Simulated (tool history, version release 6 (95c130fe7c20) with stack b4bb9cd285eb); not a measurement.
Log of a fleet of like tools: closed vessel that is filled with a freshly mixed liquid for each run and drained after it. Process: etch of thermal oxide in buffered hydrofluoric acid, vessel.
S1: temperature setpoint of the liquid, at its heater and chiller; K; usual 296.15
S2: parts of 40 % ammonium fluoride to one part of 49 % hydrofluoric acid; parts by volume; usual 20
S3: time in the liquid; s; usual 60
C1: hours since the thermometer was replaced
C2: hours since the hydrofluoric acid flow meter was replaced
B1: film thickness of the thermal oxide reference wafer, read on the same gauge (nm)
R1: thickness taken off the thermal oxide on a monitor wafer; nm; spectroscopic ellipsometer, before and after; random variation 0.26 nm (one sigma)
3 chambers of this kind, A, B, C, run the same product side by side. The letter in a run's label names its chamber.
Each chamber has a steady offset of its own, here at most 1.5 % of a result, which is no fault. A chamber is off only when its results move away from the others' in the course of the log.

{"run": "1C", "hour": 4.2, "S1": 296.15, "S2": 20, "S3": 60, "C1": 1039.6, "C2": 356.1, "B1": 39.97, "R1": 33.341}
{"run": "2A", "hour": 10.9, "S1": 296.15, "S2": 20, "S3": 60, "C1": 283.4, "C2": 928.6, "B1": 39.998, "R1": 32.852}
{"run": "3B", "hour": 14.5, "S1": 296.15, "S2": 20, "S3": 60, "C1": 137.5, "C2": 1232.4, "B1": 40.005, "R1": 33.544}
{"run": "4C", "hour": 17.4, "S1": 296.15, "S2": 20, "S3": 60, "C1": 1052.8, "C2": 369.3, "B1": 39.976, "R1": 33.116}
{"run": "5A", "hour": 20.9, "S1": 296.15, "S2": 13, "S3": 60, "C1": 293.4, "C2": 938.6, "B1": 39.992, "R1": 49.974}
{"run": "6B", "hour": 25.1, "S1": 296.15, "S2": 13, "S3": 60, "C1": 148.1, "C2": 1243, "B1": 40.006, "R1": 50.894}
{"run": "7A", "hour": 29.4, "S1": 296.15, "S2": 13, "S3": 60, "C1": 301.9, "C2": 947.1, "B1": 40, "R1": 49.947}
{"run": "8B", "hour": 33.4, "S1": 296.15, "S2": 20, "S3": 60, "C1": 156.4, "C2": 1251.3, "B1": 39.975, "R1": 33.632}
{"run": "9C", "hour": 36.8, "S1": 296.15, "S2": 20, "S3": 60, "C1": 1072.2, "C2": 388.7, "B1": 40.029, "R1": 33.499}
{"run": "10C", "hour": 40.5, "S1": 296.15, "S2": 20, "S3": 60, "C1": 1075.9, "C2": 392.4, "B1": 40, "R1": 33.576}
{"run": "11B", "hour": 43.8, "S1": 296.15, "S2": 20, "S3": 60, "C1": 166.8, "C2": 1261.7, "B1": 39.996, "R1": 33.52}
{"run": "12A", "hour": 47.9, "S1": 296.15, "S2": 25, "S3": 60, "C1": 320.4, "C2": 965.6, "B1": 39.986, "R1": 27.727}
{"run": "13A", "hour": 54.6, "S1": 296.15, "S2": 25, "S3": 60, "C1": 327.1, "C2": 972.3, "B1": 40.001, "R1": 27.883}
{"run": "14C", "hour": 58.8, "S1": 296.15, "S2": 25, "S3": 60, "C1": 1094.2, "C2": 410.7, "B1": 40.005, "R1": 28.307}
{"run": "15B", "hour": 64.7, "S1": 296.15, "S2": 20, "S3": 75, "C1": 187.7, "C2": 1282.6, "B1": 40.02, "R1": 41.87}
{"run": "16B", "hour": 69.6, "S1": 296.15, "S2": 20, "S3": 75, "C1": 192.6, "C2": 1287.5, "B1": 39.998, "R1": 41.782}
{"run": "17A", "hour": 73.1, "S1": 296.15, "S2": 20, "S3": 75, "C1": 345.6, "C2": 990.8, "B1": 39.989, "R1": 40.268}
{"run": "18C", "hour": 76.3, "S1": 296.15, "S2": 20, "S3": 60, "C1": 1111.7, "C2": 428.2, "B1": 39.989, "R1": 33.199}
{"run": "19C", "hour": 82.4, "S1": 296.15, "S2": 20, "S3": 60, "C1": 1117.8, "C2": 434.3, "B1": 40.001, "R1": 32.835}
{"run": "20B", "hour": 88.7, "S1": 296.15, "S2": 20, "S3": 60, "C1": 211.7, "C2": 1306.6, "B1": 40, "R1": 33.96}
{"run": "21A", "hour": 92.7, "S1": 296.15, "S2": 20, "S3": 60, "C1": 365.2, "C2": 1010.4, "B1": 39.999, "R1": 32.032}
{"run": "22A", "hour": 99.1, "S1": 296.15, "S2": 20, "S3": 60, "C1": 371.6, "C2": 1016.8, "B1": 40.001, "R1": 31.699}
{"run": "23C", "hour": 104.8, "S1": 296.15, "S2": 20, "S3": 60, "C1": 1140.2, "C2": 456.7, "B1": 40.011, "R1": 33.003}
{"run": "24B", "hour": 110.8, "S1": 296.15, "S2": 20, "S3": 60, "C1": 233.8, "C2": 1328.7, "B1": 40.018, "R1": 33.413}
{"run": "25B", "hour": 117.3, "S1": 296.15, "S2": 15, "S3": 90, "C1": 240.3, "C2": 1335.2, "B1": 40.006, "R1": 66.329}
{"run": "26A", "hour": 122.0, "S1": 296.15, "S2": 15, "S3": 90, "C1": 394.5, "C2": 1039.7, "B1": 39.997, "R1": 62.627}
{"run": "27C", "hour": 125.1, "S1": 296.15, "S2": 15, "S3": 90, "C1": 1160.5, "C2": 477, "B1": 40.005, "R1": 66.312}
{"run": "28B", "hour": 129.1, "S1": 296.15, "S2": 20, "S3": 60, "C1": 252.1, "C2": 1347, "B1": 39.982, "R1": 33.464}
{"run": "29C", "hour": 134.6, "S1": 296.15, "S2": 20, "S3": 60, "C1": 1170, "C2": 486.5, "B1": 39.977, "R1": 33.211}
{"run": "30A", "hour": 140.7, "S1": 296.15, "S2": 20, "S3": 60, "C1": 413.2, "C2": 1058.4, "B1": 39.983, "R1": 30.921}
{"run": "31C", "hour": 147.4, "S1": 296.15, "S2": 20, "S3": 60, "C1": 1182.8, "C2": 499.3, "B1": 39.997, "R1": 33.054}
{"run": "32A", "hour": 151.0, "S1": 296.15, "S2": 20, "S3": 60, "C1": 423.5, "C2": 1068.7, "B1": 40.006, "R1": 30.786}
{"run": "33B", "hour": 157.6, "S1": 296.15, "S2": 20, "S3": 60, "C1": 280.6, "C2": 1375.5, "B1": 40.028, "R1": 33.531}
{"run": "34B", "hour": 162.1, "S1": 296.15, "S2": 27.5, "S3": 30, "C1": 285.1, "C2": 1380, "B1": 39.989, "R1": 13.212}
{"run": "35C", "hour": 166.4, "S1": 296.15, "S2": 27.5, "S3": 30, "C1": 1201.8, "C2": 518.3, "B1": 40.018, "R1": 13.352}

All 3 chambers run these settings next. Forecast each chamber's results:
{"run": "36A", "hour": 171.2, "S1": 296.15, "S2": 20, "S3": 30, "R1": "?"}
{"run": "36B", "hour": 171.2, "S1": 296.15, "S2": 20, "S3": 30, "R1": "?"}
{"run": "36C", "hour": 171.2, "S1": 296.15, "S2": 20, "S3": 30, "R1": "?"}

run=36A R1=15.129
run=36B R1=16.536
run=36C R1=16.479
